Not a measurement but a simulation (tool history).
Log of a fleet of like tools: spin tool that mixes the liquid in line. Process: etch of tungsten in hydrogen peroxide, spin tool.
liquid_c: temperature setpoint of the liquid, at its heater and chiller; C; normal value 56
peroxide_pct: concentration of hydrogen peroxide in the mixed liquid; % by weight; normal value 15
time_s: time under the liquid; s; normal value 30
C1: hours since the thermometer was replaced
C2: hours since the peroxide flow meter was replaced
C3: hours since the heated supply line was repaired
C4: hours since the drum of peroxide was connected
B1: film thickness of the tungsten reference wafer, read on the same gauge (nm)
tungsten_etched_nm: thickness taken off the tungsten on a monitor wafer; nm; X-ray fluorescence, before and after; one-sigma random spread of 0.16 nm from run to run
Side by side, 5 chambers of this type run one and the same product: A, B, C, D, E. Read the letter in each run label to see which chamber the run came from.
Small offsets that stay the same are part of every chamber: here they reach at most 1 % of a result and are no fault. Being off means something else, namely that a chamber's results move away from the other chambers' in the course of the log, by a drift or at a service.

Run 1E, day 0.158: usual settings; C1 802.4; C2 1498.4; C3 2416.4; C4 456.9; B1 79.989. Result: tungsten_etched_nm 31.719 nm.
Run 2A, day 0.325: usual settings; C1 411.9; C2 1147.8; C3 444.6; C4 402.9; B1 79.997. Result: tungsten_etched_nm 31.156 nm.
Run 3C, day 0.488: usual settings; C1 811.3; C2 2063.3; C3 34.1; C4 775.5; B1 80.007. Result: tungsten_etched_nm 31.003 nm.
Run 4B, day 0.633: usual settings; C1 1490.1; C2 1187.5; C3 2652; C4 258.5; B1 79.968. Result: tungsten_etched_nm 31.599 nm.
Run 5D, day 0.771: usual settings; C1 150.5; C2 301.1; C3 206; C4 236.1; B1 79.998. Result: tungsten_etched_nm 31.16 nm.
Run 6C, day 0.929: usual settings; C1 821.9; C2 2073.9; C3 44.7; C4 786.1; B1 79.994. Result: tungsten_etched_nm 30.988 nm.
Run 7A, day 1.067: usual settings; C1 429.7; C2 1165.6; C3 462.4; C4 420.7; B1 80.004. Result: tungsten_etched_nm 31.318 nm.
Run 8B, day 1.267: usual settings; C1 1505.3; C2 1202.7; C3 2667.2; C4 273.7; B1 80.006. Result: tungsten_etched_nm 31.834 nm.
Run 9E, day 1.504: usual settings; C1 834.7; C2 1530.7; C3 2448.7; C4 489.2; B1 79.995. Result: tungsten_etched_nm 31.578 nm.
Run 10D, day 1.642: usual settings; C1 171.4; C2 322; C3 226.9; C4 257; B1 80.026. Result: tungsten_etched_nm 31.159 nm.
Run 11B, day 1.879: usual settings; C1 1520; C2 1217.4; C3 2681.9; C4 288.4; B1 80.001. Result: tungsten_etched_nm 31.68 nm.
Run 12E, day 2.104: usual settings; C1 849.1; C2 1545.1; C3 2463.1; C4 503.6; B1 79.989. Result: tungsten_etched_nm 31.832 nm.
Run 13C, day 2.262: usual settings; C1 853.9; C2 2105.9; C3 76.7; C4 818.1; B1 80.001. Result: tungsten_etched_nm 31.156 nm.
Run 14A, day 2.421: usual settings; C1 462.2; C2 1198.1; C3 494.9; C4 453.2; B1 80.023. Result: tungsten_etched_nm 31.278 nm.
Run 15D, day 2.658: usual settings; C1 195.8; C2 346.4; C3 251.3; C4 281.4; B1 80.004. Result: tungsten_etched_nm 31.426 nm.
Run 16C, day 2.854: usual settings; C1 868.1; C2 2120.1; C3 90.9; C4 832.3; B1 80.01. Result: tungsten_etched_nm 31.367 nm.
Run 17D, day 3.029: usual settings; C1 204.7; C2 355.3; C3 260.2; C4 290.3; B1 79.988. Result: tungsten_etched_nm 31.169 nm.
Run 18E, day 3.229: usual settings but peroxide_pct 17 % by weight, time_s 40 s; C1 876.1; C2 1572.1; C3 2490.1; C4 530.6; B1 80.045. Result: tungsten_etched_nm 44.772 nm.
Run 19B, day 3.417: usual settings but peroxide_pct 17 % by weight, time_s 40 s; C1 1556.9; C2 1254.3; C3 2718.8; C4 325.3; B1 80.019. Result: tungsten_etched_nm 44.511 nm.
Run 20A, day 3.596: usual settings but peroxide_pct 17 % by weight, time_s 40 s; C1 490.4; C2 1226.3; C3 523.1; C4 481.4; B1 79.98. Result: tungsten_etched_nm 44.785 nm.
Run 21B, day 3.742: usual settings but peroxide_pct 17 % by weight, time_s 40 s; C1 1564.7; C2 1262.1; C3 2726.6; C4 333.1; B1 79.985. Result: tungsten_etched_nm 44.448 nm.
Run 22A, day 3.979: usual settings but peroxide_pct 17 % by weight, time_s 40 s; C1 499.6; C2 1235.5; C3 532.3; C4 490.6; B1 80.01. Result: tungsten_etched_nm 44.408 nm.
Run 23E, day 4.146: usual settings; C1 898.1; C2 1594.1; C3 2512.1; C4 552.6; B1 79.996. Result: tungsten_etched_nm 30.9 nm.
Run 24D, day 4.275: usual settings; C1 234.6; C2 385.2; C3 290.1; C4 320.2; B1 80.011. Result: tungsten_etched_nm 30.936 nm.
Run 25C, day 4.454: usual settings; C1 906.5; C2 2158.5; C3 129.3; C4 870.7; B1 79.995. Result: tungsten_etched_nm 31.291 nm.
Run 26A, day 4.562: usual settings; C1 513.6; C2 1249.5; C3 546.3; C4 504.6; B1 80.006. Result: tungsten_etched_nm 31.278 nm.
Run 27E, day 4.683: usual settings; C1 911; C2 1607; C3 2525; C4 565.5; B1 80.037. Result: tungsten_etched_nm 30.502 nm.
Run 28B, day 4.871: usual settings; C1 1591.8; C2 1289.2; C3 2753.7; C4 360.2; B1 80.012. Result: tungsten_etched_nm 31.76 nm.
Run 29D, day 5.054: usual settings; C1 253.3; C2 403.9; C3 308.8; C4 338.9; B1 79.98. Result: tungsten_etched_nm 31.069 nm.
Run 30C, day 5.229: usual settings; C1 925.1; C2 2177.1; C3 147.9; C4 889.3; B1 79.982. Result: tungsten_etched_nm 31.363 nm.
Run 31E, day 5.375: usual settings; C1 927.6; C2 1623.6; C3 2541.6; C4 582.1; B1 79.964. Result: tungsten_etched_nm 30.253 nm.
Run 32A, day 5.579: usual settings but liquid_c 62 C, peroxide_pct 17.5 % by weight; C1 538; C2 1273.9; C3 570.7; C4 529; B1 80.017. Result: tungsten_etched_nm 47.988 nm.
Run 33D, day 5.704: usual settings but liquid_c 62 C, peroxide_pct 17.5 % by weight; C1 268.9; C2 419.5; C3 324.4; C4 354.5; B1 80.009. Result: tungsten_etched_nm 47.752 nm.
Run 34C, day 5.908: usual settings but liquid_c 62 C, peroxide_pct 17.5 % by weight; C1 941.4; C2 2193.4; C3 164.2; C4 905.6; B1 80.016. Result: tungsten_etched_nm 47.895 nm.
Run 35B, day 6.125: usual settings but liquid_c 62 C, peroxide_pct 17.5 % by weight; C1 1621.9; C2 1319.3; C3 2783.8; C4 390.3; B1 79.99. Result: tungsten_etched_nm 48.835 nm.
At day 6.275: chamber E: peroxide flow meter replaced.
At day 6.3: chamber E: heated supply line repaired.
Run 36C, day 6.321: usual settings but liquid_c 62 C, peroxide_pct 17.5 % by weight; C1 951.3; C2 2203.3; C3 174.1; C4 915.5; B1 79.99. Result: tungsten_etched_nm 48 nm.
Run 37D, day 6.542: usual settings; C1 289; C2 439.6; C3 344.5; C4 374.6; B1 80.009. Result: tungsten_etched_nm 31.319 nm.
Run 38E, day 6.708: usual settings; C1 959.6; C2 10.4; C3 9.9; C4 614.1; B1 79.996. Result: tungsten_etched_nm 29.649 nm.
Run 39A, day 6.892: usual settings; C1 569.5; C2 1305.4; C3 602.2; C4 560.5; B1 80.01. Result: tungsten_etched_nm 31.417 nm.
Run 40B, day 7.025: usual settings; C1 1643.5; C2 1340.9; C3 2805.4; C4 411.9; B1 80.015. Result: tungsten_etched_nm 31.82 nm.

For the next run the whole fleet of 5 chambers uses the same settings. Give each chamber's results:
Run 41A, day 7.204: usual settings. Result: tungsten_etched_nm ?.
Run 41B, day 7.204: usual settings. Result: tungsten_etched_nm ?.
Run 41C, day 7.204: usual settings. Result: tungsten_etched_nm ?.
Run 41D, day 7.204: usual settings. Result: tungsten_etched_nm ?.
Run 41E, day 7.204: usual settings. Result: tungsten_etched_nm ?.

run  tungsten_etched_nm
41A              31.508
41B              31.716
41C              31.261
41D              31.219
41E              29.555
